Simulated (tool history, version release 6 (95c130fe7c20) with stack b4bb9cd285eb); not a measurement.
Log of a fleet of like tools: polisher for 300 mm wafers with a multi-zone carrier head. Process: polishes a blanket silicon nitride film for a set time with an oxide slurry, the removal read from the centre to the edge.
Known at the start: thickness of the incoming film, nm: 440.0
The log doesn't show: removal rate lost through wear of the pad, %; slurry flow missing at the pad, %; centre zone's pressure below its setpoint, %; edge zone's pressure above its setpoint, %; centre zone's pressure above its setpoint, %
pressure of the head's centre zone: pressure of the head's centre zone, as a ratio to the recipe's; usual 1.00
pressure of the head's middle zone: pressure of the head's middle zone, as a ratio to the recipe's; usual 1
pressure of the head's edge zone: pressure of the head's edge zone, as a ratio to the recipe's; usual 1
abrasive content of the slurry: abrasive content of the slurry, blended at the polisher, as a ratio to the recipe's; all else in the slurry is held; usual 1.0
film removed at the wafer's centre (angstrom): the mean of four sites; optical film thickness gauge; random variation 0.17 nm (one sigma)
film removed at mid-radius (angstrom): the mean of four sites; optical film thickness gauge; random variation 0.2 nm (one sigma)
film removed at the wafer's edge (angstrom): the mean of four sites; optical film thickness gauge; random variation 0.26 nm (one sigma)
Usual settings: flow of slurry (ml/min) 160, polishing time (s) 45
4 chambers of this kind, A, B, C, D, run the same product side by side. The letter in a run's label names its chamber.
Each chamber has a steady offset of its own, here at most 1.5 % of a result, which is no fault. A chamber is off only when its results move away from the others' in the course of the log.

run   hour  flow of slurry (ml/min)  pressure of the head's centre zone  pressure of the head's middle zone  pressure of the head's edge zone  abrasive content of the slurry  polishing time (s)  wafers polished on this pad  hours since the slurry nozzle was cleaned  hours since the centre zone pressure was calibrated  hours since the edge zone pressure was calibrated  film removed at the wafer's centre (angstrom)  film removed at mid-radius (angstrom)  film removed at the wafer's edge (angstrom)
       3.9  -- chamber C: slurry nozzle cleaned
 1D    7.9                      160                                1.00                                   1                                 1                             1.0                  45                          147                                      263.5                                                196.0                                              468.5                                         200.71                                 197.18                                       197.20
 2B   13.3                      160                                1.00                                   1                                 1                             1.0                  45                          766                                      410.9                                                570.5                                              204.8                                         194.77                                 199.64                                       203.75
      15.8  -- chamber B: worn pad replaced by a new one
 3A   20.1                      160                                1.00                                   1                                 1                             1.0                  45                          199                                       22.6                                                913.2                                              203.7                                         200.46                                 197.93                                       195.43
 4C   28.5                      160                                1.00                                   1                                 1                             1.0                  45                          946                                       24.7                                                723.9                                             1263.1                                         195.44                                 200.92                                       194.21
 5D   35.0                      160                                1.00                                   1                                 1                             1.0                  45                          365                                      290.6                                                223.1                                              495.6                                         197.35                                 193.76                                       197.99
      40.2  -- chamber C: worn pad replaced by a new one
 6B   42.0                      160                                1.00                                   1                                 1                             1.0                  45                          210                                      439.6                                                599.2                                              233.5                                         196.75                                 202.50                                       198.79
 7C   54.2                      160                                1.00                                   1                                 1                             1.0                  45                          112                                       50.4                                                749.6                                             1288.8                                         197.70                                 201.73                                       199.43
 8A   61.4                      160                                1.00                                   1                                 1                             1.0                  45                          531                                       63.9                                                954.5                                              245.0                                         198.87                                 199.24                                       192.90
 9D   68.2                      160                                1.00                                   1                                 1                             1.0                  45                          632                                      323.8                                                256.3                                              528.8                                         199.84                                 197.82                                       196.05
10A   74.8                      160                                1.00                                   1                                 1                             0.9                  51                          639                                       77.3                                                967.9                                              258.4                                         213.07                                 211.72                                       213.58
11C   85.3                      160                                1.00                                   1                                 1                             0.9                  51                          362                                       81.5                                                780.7                                             1319.9                                         214.16                                 216.20                                       216.32
12B   91.1                      160                                1.00                                   1                                 1                             0.9                  51                          604                                      488.7                                                648.3                                              282.6                                         215.11                                 216.31                                       212.81
      91.5  -- chamber B: edge zone pressure recalibrated
      93.2  -- chamber B: worn pad replaced by a new one
13C  102.0                      160                                1.00                                   1                                 1                             0.9                  51                          496                                       98.2                                                797.4                                             1336.6                                         215.29                                 211.60                                       213.15
     102.5  -- chamber D: worn pad replaced by a new one
     107.3  -- chamber C: edge zone pressure recalibrated
14B  113.0                      110                                1.06                                   1                                 1                             1.0                  45                          159                                      510.6                                                670.2                                               21.6                                         191.34                                 186.46                                       188.18
15D  123.4                      110                                1.06                                   1                                 1                             1.0                  45                          167                                      379.0                                                311.5                                              584.0                                         195.44                                 178.81                                       188.77
     128.9  -- chamber A: worn pad replaced by a new one
16A  129.0                      110                                1.06                                   1                                 1                             1.0                  45                            1                                      131.5                                               1022.1                                              312.6                                         193.92                                 182.81                                       185.15
17D  139.3                      110                                1.06                                   1                                 1                             1.0                  45                          295                                      394.9                                                327.4                                              599.9                                         194.91                                 181.21                                       184.42
18A  147.9                      160                                1.00                                   1                                 1                             1.0                  45                          153                                      150.4                                               1041.0                                              331.5                                         199.65                                 196.79                                       196.80
19C  159.5                      160                                1.00                                   1                                 1                             1.0                  45                          958                                      155.7                                                854.9                                               52.3                                         198.02                                 198.25                                       197.84
20B  167.6                      160                                1.00                                   1                                 1                             1.0                  45                          597                                      565.2                                                724.8                                               76.2                                         198.21                                 199.68                                       201.16
     168.7  -- chamber B: worn pad replaced by a new one
     175.8  -- chamber C: worn pad replaced by a new one
21C  177.1                      160                                1.00                                   1                                 1                             1.0                  45                           10                                      173.3                                                872.5                                               69.9                                         200.45                                 200.30                                       196.84
22D  185.9                      190                                1.00                                   1                                 1                             1.0                  45                          669                                      441.5                                                374.0                                              646.5                                         208.05                                 202.73                                       202.00
23A  197.0                      190                                1.00                                   1                                 1                             1.0                  45                          547                                      199.5                                               1090.1                                              380.6                                         206.59                                 203.48                                       199.69
     203.3  -- chamber D: worn pad replaced by a new one
     204.2  -- chamber A: centre zone pressure recalibrated
24B  207.4                      190                                1.00                                   1                                 1                             1.0                  45                          311                                      605.0                                                764.6                                              116.0                                         203.81                                 205.34                                       205.58
25B  215.4                      190                                1.00                                   1                                 1                             1.0                  45                          375                                      613.0                                                772.6                                              124.0                                         202.63                                 207.30                                       204.64
26D  224.0                      120                                0.95                                   1                                 1                             1.0                  45                          166                                      479.6                                                412.1                                              684.6                                         175.34                                 185.08                                       190.64
27A  229.6                      120                                0.95                                   1                                 1                             1.0                  45                          809                                      232.1                                                 25.4                                              413.2                                         158.51                                 186.33                                       191.11
28C  239.1                      120                                0.95                                   1                                 1                             1.0                  45                          508                                      235.3                                                934.5                                              131.9                                         179.12                                 186.88                                       188.70
29D  251.3                      120                                0.95                                   1                                 1                             1.0                  45                          385                                      506.9                                                439.4                                              711.9                                         177.91                                 186.86                                       189.59
     256.9  -- chamber C: slurry nozzle cleaned
     261.5  -- chamber B: worn pad replaced by a new one
30B  263.0                      160                                0.91                                   1                                 1                             1.0                  30                           12                                      660.6                                                820.2                                              171.6                                         118.00                                 134.90                                       132.08
31C  269.7                      160                                0.91                                   1                                 1                             1.0                  30                          754                                       12.9                                                965.1                                              162.5                                         118.91                                 135.47                                       128.99
     271.2  -- chamber A: worn pad replaced by a new one
32A  278.5                      160                                0.91                                   1                                 1                             1.0                  30                           58                                      281.0                                                 74.3                                              462.1                                         108.53                                 132.38                                       131.09
33D  288.4                      160                                0.91                                   1                                 1                             1.0                  30                          683                                      544.0                                                476.5                                              749.0                                         121.03                                 132.19                                       129.81
     290.4  -- chamber C: worn pad replaced by a new one
34C  299.9                      160                                1.00                                   1                                 1                             1.0                  45                           76                                       43.1                                                995.3                                              192.7                                         200.16                                 197.72                                       199.80
     304.4  -- chamber D: worn pad replaced by a new one
35B  307.3                      160                                1.00                                   1                                 1                             1.0                  45                          368                                      704.9                                                864.5                                              215.9                                         197.61                                 201.64                                       199.77
36A  317.3                      160                                1.00                                   1                                 1                             1.0                  45                          370                                      319.8                                                113.1                                              500.9                                         180.73                                 193.07                                       199.48
37B  324.0                      160                                1.00                                   1                                 1                             1.0                  45                          502                                      721.6                                                881.2                                              232.6                                         198.74                                 202.44                                       202.86
38A  331.2                      160                                1.00                                   1                                 1                             1.0                  45                          481                                      333.7                                                127.0                                              514.8                                         181.90                                 196.41                                       198.16
39C  337.9                      160                                1.00                                   1                                 1                             1.0                  45                          381                                       81.1                                               1033.3                                              230.7                                         201.92                                 200.86                                       199.21
40D  346.4                      160                                1.00                                   1                                 1                             1.0                  45                          337                                      602.0                                                534.5                                              807.0                                         199.54                                 194.83                                       197.49
41A  355.7                      160                                1.00                                   1                                 1                             1.0                  45                          678                                      358.2                                                151.5                                              539.3                                         180.59                                 197.64                                       198.50
42D  361.1                      160                                1.00                                   1                                 1                             1.0                  45                          455                                      616.7                                                549.2                                              821.7                                         201.54                                 195.50                                       197.71
43C  366.7                      160                                1.00                                   1                                 1                             1.0                  45                          612                                      109.9                                               1062.1                                              259.5                                         196.92                                 199.18                                       195.83

Next, every chamber runs the same settings. What will each give?
44A  375.5                      160                                1.00                                   1                                 1                             1.0                  45                                                                                                                                                                                                                              ?                                      ?                                            ?
44B  375.5                      160                                1.00                                   1                                 1                             1.0                  45                                                                                                                                                                                                                              ?                                      ?                                            ?
44C  375.5                      160                                1.00                                   1                                 1                             1.0                  45                                                                                                                                                                                                                              ?                                      ?                                            ?
44D  375.5                      160                                1.00                                   1                                 1                             1.0                  45                                                                                                                                                                                                                              ?                                      ?                                            ?

run  film removed at the wafer's centre (angstrom)  film removed at mid-radius (angstrom)  film removed at the wafer's edge (angstrom)
44A                                         181.46                                 197.36                                       199.19
44B                                         195.77                                 200.09                                       202.37
44C                                         196.46                                 200.44                                       195.76
44D                                         204.94                                 199.09                                       196.50

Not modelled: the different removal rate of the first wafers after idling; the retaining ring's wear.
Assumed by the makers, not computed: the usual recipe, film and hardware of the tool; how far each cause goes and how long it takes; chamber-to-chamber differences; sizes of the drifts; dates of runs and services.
